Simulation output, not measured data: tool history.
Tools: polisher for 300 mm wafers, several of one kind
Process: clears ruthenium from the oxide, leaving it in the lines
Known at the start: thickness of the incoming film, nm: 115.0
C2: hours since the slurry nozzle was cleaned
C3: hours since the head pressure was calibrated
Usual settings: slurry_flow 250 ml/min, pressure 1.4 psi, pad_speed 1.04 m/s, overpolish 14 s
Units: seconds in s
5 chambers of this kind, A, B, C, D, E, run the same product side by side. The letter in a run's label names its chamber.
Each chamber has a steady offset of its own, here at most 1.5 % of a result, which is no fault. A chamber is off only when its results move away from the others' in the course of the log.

At hour 1: chamber D: worn pad replaced by a new one.
At hour 2.1: chamber B: worn pad replaced by a new one.
Run 1A, hour 7.1: usual settings; wafers polished on this pad 240; C2 502.1; C3 402.2. Result: seconds 122.86 s.
At hour 11.3: chamber A: head pressure recalibrated.
Run 2B, hour 21.4: usual settings; wafers polished on this pad 117; C2 244.6; C3 312.5. Result: seconds 122.7 s.
At hour 26.5: chamber C: slurry nozzle cleaned.
Run 3E, hour 37.3: usual settings; wafers polished on this pad 601; C2 70.6; C3 293.3. Result: seconds 125.99 s.
Run 4C, hour 52.9: usual settings; wafers polished on this pad 453; C2 26.5; C3 449.9. Result: seconds 121.27 s.
At hour 68.2: chamber C: worn pad replaced by a new one.
Run 5D, hour 68.8: usual settings but slurry_flow 320 ml/min, overpolish 10 s; wafers polished on this pad 414; C2 724.4; C3 313.1. Result: seconds 122.65 s.
Run 6C, hour 77.4: usual settings but slurry_flow 320 ml/min, overpolish 10 s; wafers polished on this pad 56; C2 51; C3 474.4. Result: seconds 120.3 s.
Run 7A, hour 89.7: usual settings but slurry_flow 320 ml/min, overpolish 10 s; wafers polished on this pad 745; C2 584.7; C3 78.4. Result: seconds 121.29 s.
At hour 97.5: chamber D: worn pad replaced by a new one.
Run 8B, hour 97.8: usual settings but slurry_flow 320 ml/min, overpolish 10 s; wafers polished on this pad 584; C2 321; C3 388.9. Result: seconds 119.72 s.
Run 9D, hour 112.5: usual settings but slurry_flow 320 ml/min, overpolish 10 s; wafers polished on this pad 91; C2 768.1; C3 356.8. Result: seconds 119.5 s.
At hour 113.2: chamber A: worn pad replaced by a new one.
At hour 119.1: chamber B: worn pad replaced by a new one.
At hour 119.4: chamber E: worn pad replaced by a new one.
Run 10E, hour 120.4: usual settings; wafers polished on this pad 6; C2 153.7; C3 376.4. Result: seconds 121.86 s.
At hour 130.1: chamber D: head pressure recalibrated.
Run 11B, hour 134.8: usual settings; wafers polished on this pad 96; C2 358; C3 425.9. Result: seconds 121 s.
Run 12C, hour 147.6: usual settings; wafers polished on this pad 485; C2 121.2; C3 544.6. Result: seconds 124.71 s.
Run 13E, hour 163.5: usual settings; wafers polished on this pad 270; C2 196.8; C3 419.5. Result: seconds 125.97 s.
At hour 166.2: chamber E: head pressure recalibrated.
Run 14A, hour 178.8: usual settings; wafers polished on this pad 400; C2 673.8; C3 167.5. Result: seconds 123.9 s.
At hour 181.2: chamber C: worn pad replaced by a new one.
At hour 186.6: chamber E: slurry nozzle cleaned.
At hour 191.1: chamber A: slurry nozzle cleaned.
Run 15D, hour 193.1: usual settings; wafers polished on this pad 584; C2 848.7; C3 63. Result: seconds 126.36 s.
At hour 203.2: chamber D: worn pad replaced by a new one.
Run 16D, hour 205.1: usual settings but pressure 1.9 psi, pad_speed 1.26 m/s; wafers polished on this pad 11; C2 860.7; C3 75. Result: seconds 75.672 s.
Run 17E, hour 216.5: usual settings but pressure 1.9 psi, pad_speed 1.26 m/s; wafers polished on this pad 593; C2 29.9; C3 50.4. Result: seconds 74.828 s.
Run 18B, hour 224.8: usual settings but pressure 1.9 psi, pad_speed 1.26 m/s; wafers polished on this pad 646; C2 448; C3 515.9. Result: seconds 76.12 s.
Run 19A, hour 232.9: usual settings but pressure 1.9 psi, pad_speed 1.26 m/s; wafers polished on this pad 731; C2 41.8; C3 221.6. Result: seconds 76.872 s.
At hour 237.2: chamber B: worn pad replaced by a new one.
At hour 240.2: chamber D: slurry nozzle cleaned.
Run 20C, hour 244.3: usual settings but pressure 1.9 psi, pad_speed 1.26 m/s; wafers polished on this pad 386; C2 217.9; C3 641.3. Result: seconds 76.587 s.
At hour 255.4: chamber A: worn pad replaced by a new one.
Run 21D, hour 257.8: usual settings; wafers polished on this pad 333; C2 17.6; C3 127.7. Result: seconds 125.65 s.
Run 22C, hour 271.2: usual settings; wafers polished on this pad 550; C2 244.8; C3 668.2. Result: seconds 124.66 s.
Run 23A, hour 282.7: usual settings; wafers polished on this pad 166; C2 91.6; C3 271.4. Result: seconds 124.34 s.
At hour 289.1: chamber C: worn pad replaced by a new one.
Run 24B, hour 289.9: usual settings; wafers polished on this pad 322; C2 513.1; C3 581. Result: seconds 125.71 s.
Run 25E, hour 301.8: usual settings; wafers polished on this pad 1115; C2 115.2; C3 135.7. Result: seconds 122.07 s.
At hour 302.3: chamber E: worn pad replaced by a new one.
Run 26D, hour 311.6: usual settings; wafers polished on this pad 662; C2 71.4; C3 181.5. Result: seconds 125.86 s.
At hour 319.2: chamber D: worn pad replaced by a new one.
Run 27C, hour 322.5: usual settings but pressure 0.9 psi, pad_speed 0.88 m/s; wafers polished on this pad 204; C2 296.1; C3 719.5. Result: seconds 225.23 s.
At hour 327.5: chamber B: slurry nozzle cleaned.
Run 28E, hour 334.9: usual settings but pressure 0.9 psi, pad_speed 0.88 m/s; wafers polished on this pad 199; C2 148.3; C3 168.8. Result: seconds 227.74 s.
Run 29B, hour 344.3: usual settings but pressure 0.9 psi, pad_speed 0.88 m/s; wafers polished on this pad 654; C2 16.9; C3 635.4. Result: seconds 226.59 s.
At hour 344.6: chamber B: worn pad replaced by a new one.
Run 30A, hour 353.6: usual settings but pressure 0.9 psi, pad_speed 0.88 m/s; wafers polished on this pad 600; C2 162.5; C3 342.3. Result: seconds 228.44 s.
Run 31E, hour 365.4: usual settings but pressure 0.9 psi, pad_speed 0.88 m/s; wafers polished on this pad 386; C2 178.8; C3 199.3. Result: seconds 231.23 s.
Run 32A, hour 377.6: usual settings; wafers polished on this pad 746; C2 186.5; C3 366.3. Result: seconds 125.05 s.
Run 33B, hour 389.3: usual settings but slurry_flow 295 ml/min, pad_speed 0.84 m/s; wafers polished on this pad 273; C2 61.9; C3 680.4. Result: seconds 150.09 s.
Run 34C, hour 403: usual settings but slurry_flow 295 ml/min, pad_speed 0.84 m/s; wafers polished on this pad 696; C2 376.6; C3 800. Result: seconds 150.73 s.
At hour 405.7: chamber C: worn pad replaced by a new one.
At hour 412.2: chamber D: worn pad replaced by a new one.
Run 35D, hour 418.2: usual settings but slurry_flow 295 ml/min, pad_speed 0.84 m/s; wafers polished on this pad 37; C2 178; C3 288.1. Result: seconds 148.45 s.
At hour 418.7: chamber A: worn pad replaced by a new one.
At hour 423.4: chamber A: head pressure recalibrated.
At hour 424.9: chamber E: slurry nozzle cleaned.
Run 36D, hour 431.1: usual settings but slurry_flow 295 ml/min, pad_speed 0.84 m/s; wafers polished on this pad 116; C2 190.9; C3 301. Result: seconds 155.47 s.
At hour 439.1: chamber B: worn pad replaced by a new one.
Run 37B, hour 443.2: usual settings but slurry_flow 295 ml/min, pad_speed 0.84 m/s; wafers polished on this pad 25; C2 115.8; C3 734.3. Result: seconds 155.94 s.
Run 38C, hour 457.3: usual settings but pressure 1.1 psi, overpolish 20 s; wafers polished on this pad 315; C2 430.9; C3 854.3. Result: seconds 159.78 s.
Run 39E, hour 467: usual settings but pressure 1.1 psi, overpolish 20 s; wafers polished on this pad 1006; C2 42.1; C3 300.9. Result: seconds 159.46 s.
Run 40A, hour 477.8: usual settings but pressure 1.1 psi, overpolish 20 s; wafers polished on this pad 361; C2 286.7; C3 54.5. Result: seconds 156.93 s.
Run 41A, hour 491.3: usual settings but pressure 1.1 psi, overpolish 20 s; wafers polished on this pad 444; C2 300.2; C3 68. Result: seconds 158.17 s.
Run 42C, hour 501.7: usual settings but pressure 1.1 psi, overpolish 20 s; wafers polished on this pad 586; C2 475.3; C3 898.7. Result: seconds 159.7 s.
Run 43B, hour 510.9: usual settings; wafers polished on this pad 438; C2 183.5; C3 802. Result: seconds 122.24 s.

All 5 chambers run these settings next. Forecast each chamber's results:
Run 44A, hour 522.5: usual settings. Result: seconds ?.
Run 44B, hour 522.5: usual settings. Result: seconds ?.
Run 44C, hour 522.5: usual settings. Result: seconds ?.
Run 44D, hour 522.5: usual settings. Result: seconds ?.
Run 44E, hour 522.5: usual settings. Result: seconds ?.

run  seconds
44A    123.6
44B   123.65
44C   126.45
44D   125.56
44E   121.58
